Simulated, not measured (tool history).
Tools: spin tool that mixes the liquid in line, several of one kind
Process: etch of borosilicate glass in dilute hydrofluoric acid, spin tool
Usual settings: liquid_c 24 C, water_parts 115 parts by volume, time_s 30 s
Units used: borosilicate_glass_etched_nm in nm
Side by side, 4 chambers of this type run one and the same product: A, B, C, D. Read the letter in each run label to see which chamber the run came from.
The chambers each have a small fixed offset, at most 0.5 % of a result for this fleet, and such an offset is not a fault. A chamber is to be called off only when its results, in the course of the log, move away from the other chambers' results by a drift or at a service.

run,hour,liquid_c,water_parts,time_s,"read-back film thickness of the borosilicate glass reference wafer, read on the same gauge (nm)",borosilicate_glass_etched_nm
1D,10.3,24,115,30,100,8.4931
2C,18.8,24,115,30,99.972,8.5038
3B,28,24,115,30,100,8.6691
4A,36.7,24,115,30,100,8.4753
5B,51.9,24,115,30,99.995,8.7327
6A,62.1,24,115,30,99.978,8.5508
7D,71.6,24,115,30,100.01,8.8465
8C,81.8,24,115,30,99.98,8.5664
9C,89,24,115,30,99.996,8.4481
10D,97.9,24,115,30,100.01,8.8834
11B,106.5,24,115,30,100.02,8.7762
12A,116.4,24,115,15,99.986,4.2915
13C,129.6,24,115,15,100.03,4.2912
14A,136.8,24,115,15,99.972,4.2928
15D,145.3,24,115,15,100.01,4.4713
16B,155.6,24,115,30,99.992,8.6074
17A,162.3,24,115,30,99.982,8.6395
18C,170.8,24,115,30,100.01,8.3008
19B,179.4,24,115,30,100.03,8.6186
20D,188.5,21.5,165,30,100.01,5.474
21C,200.3,21.5,165,30,100.02,5.0557
22A,215,21.5,165,30,100.01,5.1799
23B,225.2,21.5,165,30,100.02,5.2077
# hour 237.1: chamber A: hydrofluoric acid flow meter replaced
24D,239.5,24,115,30,100.01,9.2273
25B,249.7,24,115,30,100.01,8.6711
26C,260.1,24,115,30,100.02,8.5333
27A,269.5,24,115,30,99.996,8.6108

Each of the 4 chambers runs these same settings next. Fill in every chamber's results:
28A,280.5,26.5,115,30,,?
28B,280.5,26.5,115,30,,?
28C,280.5,26.5,115,30,,?
28D,280.5,26.5,115,30,,?

run,borosilicate_glass_etched_nm
28A,9.5056
28B,9.5588
28C,9.373
28D,10.488
